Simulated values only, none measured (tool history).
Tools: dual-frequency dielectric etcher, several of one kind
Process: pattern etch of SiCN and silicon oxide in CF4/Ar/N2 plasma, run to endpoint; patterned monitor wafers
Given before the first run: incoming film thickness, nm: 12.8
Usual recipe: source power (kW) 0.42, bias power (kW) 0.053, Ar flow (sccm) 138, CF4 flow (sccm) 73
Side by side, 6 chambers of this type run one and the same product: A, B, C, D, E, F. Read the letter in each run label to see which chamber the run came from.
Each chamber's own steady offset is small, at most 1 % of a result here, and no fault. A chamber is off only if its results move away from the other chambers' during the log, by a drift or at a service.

run,day,source power (kW),bias power (kW),Ar flow (sccm),CF4 flow (sccm),endpoint time (s)
1F,0.496,0.42,0.053,138,73,18.289
2C,1.075,0.42,0.053,138,73,18.194
3B,1.4,0.42,0.053,138,73,18.375
4E,1.829,0.42,0.053,138,73,18.172
5A,2.233,0.42,0.06,168,73,18.048
6D,2.521,0.42,0.06,168,73,18.109
7A,2.821,0.42,0.06,168,73,18.159
8F,3.3,0.42,0.06,168,73,18.201
9D,3.658,0.42,0.06,168,73,18.216
10B,3.975,0.42,0.06,168,73,18.258
# day 4.354: chamber B: wet clean of the chamber
11E,4.55,0.42,0.053,138,73,18.377
12C,4.975,0.42,0.053,138,73,18.311
13D,5.567,0.42,0.053,138,73,18.409
14A,5.908,0.42,0.053,138,73,18.068
15F,6.346,0.42,0.053,138,73,18.327
16C,6.883,0.45,0.053,166,73,17.599
17E,7.225,0.45,0.053,166,73,17.736
18B,7.55,0.45,0.053,166,73,17.757
19C,8.012,0.45,0.053,166,73,17.675
20A,8.546,0.45,0.053,166,73,17.844
21B,8.942,0.45,0.053,166,73,17.984
# day 9.35: chamber C: Ar flow controller replaced
22E,9.488,0.42,0.053,138,73,18.301
# day 10.046: chamber E: wet clean of the chamber
23F,10.054,0.42,0.053,138,73,18.124
24D,10.467,0.42,0.053,138,73,18.341
# day 10.746: chamber F: wet clean of the chamber
25F,11.025,0.42,0.053,138,73,18.183
26D,11.521,0.42,0.053,138,73,18.221
27C,12.004,0.42,0.053,138,73,18.442
28B,12.496,0.42,0.053,138,73,18.255
# day 12.742: chamber D: wet clean of the chamber
29E,12.762,0.42,0.053,138,73,18.325
30A,13.067,0.42,0.053,138,73,18.157
31C,13.621,0.42,0.053,138,73,18.131
32D,13.967,0.42,0.053,138,73,18.227
33E,14.371,0.42,0.053,138,73,18.119
34A,14.771,0.42,0.047,108,73,17.905
35F,15.246,0.42,0.047,108,73,17.985
36B,15.783,0.42,0.047,108,73,18.15
37E,16.275,0.42,0.047,108,73,18.188
38F,16.658,0.42,0.047,108,73,18.092
39C,17.104,0.42,0.047,108,73,18.035
40B,17.392,0.42,0.053,138,73,18.471

Decide between three cases: one chamber stands off from its peers, the gauge reading all wafers drifts, or nothing is wrong past each chamber's small offset. Where a chamber is off, say which and what most likely put it there.

Beyond each chamber's small constant offset nothing stands out, and the gauge stays steady.
